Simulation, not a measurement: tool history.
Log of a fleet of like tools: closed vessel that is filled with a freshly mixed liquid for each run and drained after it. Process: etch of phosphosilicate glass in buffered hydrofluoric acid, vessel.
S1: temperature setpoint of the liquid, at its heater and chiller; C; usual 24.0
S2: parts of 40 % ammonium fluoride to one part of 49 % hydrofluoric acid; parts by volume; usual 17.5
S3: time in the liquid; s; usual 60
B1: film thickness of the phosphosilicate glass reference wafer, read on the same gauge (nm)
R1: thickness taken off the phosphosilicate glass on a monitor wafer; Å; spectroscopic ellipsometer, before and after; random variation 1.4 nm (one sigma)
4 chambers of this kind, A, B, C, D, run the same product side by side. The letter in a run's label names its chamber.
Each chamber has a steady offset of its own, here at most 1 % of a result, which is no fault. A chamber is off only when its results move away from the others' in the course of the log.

| run | hour | S1 | S2 | S3 | B1 | R1 |
|---|---|---|---|---|---|---|
| 1B | 8.0 | 24.0 | 17.5 | 60 | 50.003 | 2552.6 |
| 2A | 16.5 | 24.0 | 17.5 | 60 | 49.985 | 2541.4 |
| 3D | 26.9 | 24.0 | 17.5 | 60 | 50.010 | 2541.8 |
| 4C | 34.7 | 24.0 | 17.5 | 60 | 50.010 | 2548.3 |
| 5B | 39.5 | 24.0 | 17.5 | 60 | 50.003 | 2568.8 |
| 6D | 48.2 | 24.0 | 17.5 | 60 | 50.001 | 2521.8 |
| 7C | 55.3 | 24.0 | 17.5 | 60 | 49.994 | 2568.3 |
| 8A | 61.1 | 24.0 | 17.5 | 95 | 50.003 | 4068.5 |
| 9A | 66.3 | 24.0 | 17.5 | 95 | 49.996 | 4013.4 |
| 10C | 73.1 | 24.0 | 17.5 | 95 | 50.005 | 4096.4 |
| 11B | 83.5 | 24.0 | 17.5 | 95 | 49.977 | 4059.2 |
| 12D | 93.7 | 24.0 | 17.5 | 60 | 49.998 | 2526.5 |
| 13D | 100.2 | 24.0 | 17.5 | 60 | 50.009 | 2550.5 |
| 14A | 110.8 | 24.0 | 17.5 | 60 | 49.988 | 2559.9 |
| 15C | 121.6 | 24.0 | 17.5 | 60 | 49.980 | 2570.0 |
| 16B | 131.7 | 24.0 | 17.5 | 60 | 49.987 | 2531.6 |
| 17C | 140.3 | 24.0 | 17.5 | 60 | 49.991 | 2587.2 |
| 18B | 150.2 | 24.0 | 17.5 | 60 | 49.991 | 2569.6 |
| 19D | 158.2 | 24.0 | 17.5 | 60 | 50.010 | 2552.0 |
| 20A | 169.0 | 24.0 | 17.5 | 60 | 50.002 | 2570.8 |
| 21D | 174.8 | 24.0 | 17.5 | 60 | 49.980 | 2556.6 |
| 22C | 185.5 | 24.0 | 17.5 | 60 | 49.998 | 2551.4 |
| 23B | 193.2 | 24.0 | 17.5 | 60 | 49.988 | 2547.6 |
| 24A | 199.9 | 24.0 | 17.5 | 60 | 49.992 | 2637.9 |
| 25D | 207.3 | 24.0 | 17.5 | 60 | 50.009 | 2554.5 |
| 26A | 218.0 | 24.0 | 17.5 | 60 | 50.028 | 2628.7 |
| 27C | 226.8 | 24.0 | 17.5 | 60 | 49.999 | 2552.2 |
| 28B | 234.1 | 24.0 | 17.5 | 60 | 49.989 | 2539.3 |
| 29A | 242.1 | 20.5 | 17.5 | 60 | 49.988 | 2175.5 |
| 30B | 247.4 | 20.5 | 17.5 | 60 | 49.976 | 2112.2 |
| 31C | 257.9 | 20.5 | 17.5 | 60 | 50.012 | 2136.1 |
| 32D | 265.4 | 20.5 | 17.5 | 60 | 50.010 | 2089.3 |
| 33B | 275.1 | 24.0 | 17.5 | 60 | 50.004 | 2553.5 |
| 34A | 285.3 | 24.0 | 17.5 | 60 | 50.006 | 2679.8 |
| 35D | 293.7 | 24.0 | 17.5 | 60 | 50.009 | 2565.2 |
| 36C | 300.2 | 21.5 | 17.5 | 60 | 49.996 | 2216.0 |
| 37B | 309.7 | 21.5 | 17.5 | 60 | 50.012 | 2251.9 |
| 38D | 316.4 | 21.5 | 17.5 | 60 | 49.987 | 2211.4 |
| 39A | 322.8 | 21.5 | 17.5 | 60 | 49.988 | 2381.9 |

All 4 chambers run these settings next. Forecast each chamber's results:
| 40A | 330.6 | 24.0 | 15.5 | 60 |  | ? |
| 40B | 330.6 | 24.0 | 15.5 | 60 |  | ? |
| 40C | 330.6 | 24.0 | 15.5 | 60 |  | ? |
| 40D | 330.6 | 24.0 | 15.5 | 60 |  | ? |

| run | R1 |
|---|---|
| 40A | 3050.7 |
| 40B | 2887.5 |
| 40C | 2917.0 |
| 40D | 2908.7 |

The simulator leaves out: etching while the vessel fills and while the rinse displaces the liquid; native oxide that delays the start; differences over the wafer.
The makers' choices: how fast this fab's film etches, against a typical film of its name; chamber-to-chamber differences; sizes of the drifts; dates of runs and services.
